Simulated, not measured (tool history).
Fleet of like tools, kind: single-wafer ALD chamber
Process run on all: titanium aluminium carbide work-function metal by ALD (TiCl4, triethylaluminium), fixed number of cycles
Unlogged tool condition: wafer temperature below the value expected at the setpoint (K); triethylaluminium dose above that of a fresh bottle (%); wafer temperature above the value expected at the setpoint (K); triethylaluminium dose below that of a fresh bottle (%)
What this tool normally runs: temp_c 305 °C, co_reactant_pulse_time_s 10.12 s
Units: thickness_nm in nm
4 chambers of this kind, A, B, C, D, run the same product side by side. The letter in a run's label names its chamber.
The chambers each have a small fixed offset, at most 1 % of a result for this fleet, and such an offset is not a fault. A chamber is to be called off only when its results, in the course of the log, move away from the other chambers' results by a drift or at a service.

run	hour	temp_c	co_reactant_pulse_time_s	hours since the last thermocouple change	hours since the last triethylaluminium bottle change	read-back reference wafer on the same gauge, thickness_nm	thickness_nm
1A	3.9	305	10.12	810.4	766.1	2.1203	2.0639
2B	9.6	305	10.12	2883.4	498	2.1201	2.0445
3D	14.8	305	10.12	1850.8	272.1	2.1218	2.0374
4C	17.5	305	10.12	1505.8	925.1	2.1195	2.0522
5D	20.7	305	10.12	1856.7	278	2.1204	2.032
6B	24.8	305	10.12	2898.6	513.2	2.1197	2.0284
7C	27.5	305	10.12	1515.8	935.1	2.12	2.0599
8A	32.2	305	10.12	838.7	794.4	2.1203	2.0557
9C	36.6	305	10.12	1524.9	944.2	2.1211	2.0358
10D	39.9	305	10.12	1875.9	297.2	2.1229	2.0625
11A	42.5	305	10.12	849	804.7	2.1188	2.0608
12B	46.4	305	10.12	2920.2	534.8	2.1171	2.0517
13B	49.4	305	10.12	2923.2	537.8	2.1208	2.0462
14A	53.8	299	11.63	860.3	816	2.1167	2.0326
15D	58.2	299	11.63	1894.2	315.5	2.1189	2.0151
16C	62.6	299	11.63	1550.9	970.2	2.1198	2.0283
17B	67.9	299	11.63	2941.7	556.3	2.1195	1.9996
18A	71.5	305	10.12	878	833.7	2.1184	2.0617
# hour 71.8: chamber B: thermocouple changed; heater temperature recalibrated
19D	76.9	305	10.12	1912.9	334.2	2.1203	2.0402
20C	80.9	305	10.12	1569.2	988.5	2.12	2.0403
21A	86.7	305	10.12	893.2	848.9	2.1182	2.0548
22C	91.7	305	10.12	1580	999.3	2.1198	2.0362
23B	96.7	305	10.12	24.9	585.1	2.1206	2.0418
24D	100.5	305	10.12	1936.5	357.8	2.1209	2.0523
25D	104	305	10.12	1940	361.3	2.1193	2.0507
26C	108.1	305	10.12	1596.4	1015.7	2.1205	2.0459
27A	111.9	305	10.12	918.4	874.1	2.1203	2.0522
28B	114.9	305	10.12	43.1	603.3	2.1213	2.0467
29C	117.6	305	10.12	1605.9	1025.2	2.1198	2.0442
30B	123.1	305	7.81	51.3	611.5	2.1205	1.9753
31A	126.2	305	7.81	932.7	888.4	2.1207	1.9883
# hour 127.6: chamber A: triethylaluminium bottle replaced
32D	130.5	305	7.81	1966.5	387.8	2.1193	1.9753
33A	136.3	305	7.81	942.8	8.7	2.1206	1.984
34C	141.1	317	10.12	1629.4	1048.7	2.1193	2.1428
35D	145.7	317	10.12	1981.7	403	2.1197	2.1518
36B	151.4	317	10.12	79.6	639.8	2.1179	2.138
37D	156.9	317	10.12	1992.9	414.2	2.1224	2.1597
38B	162.5	305	10.12	90.7	650.9	2.1197	2.0423
39A	165.4	305	10.12	971.9	37.8	2.12	2.0834

Has any chamber moved away from the others, gradually or after a service, or does the common gauge drift, or do the chambers differ only by their own small steady offsets? State the chamber and the most likely cause if one applies.

Neither any chamber nor the gauge drifts; the chambers differ only by their own small, steady offsets.

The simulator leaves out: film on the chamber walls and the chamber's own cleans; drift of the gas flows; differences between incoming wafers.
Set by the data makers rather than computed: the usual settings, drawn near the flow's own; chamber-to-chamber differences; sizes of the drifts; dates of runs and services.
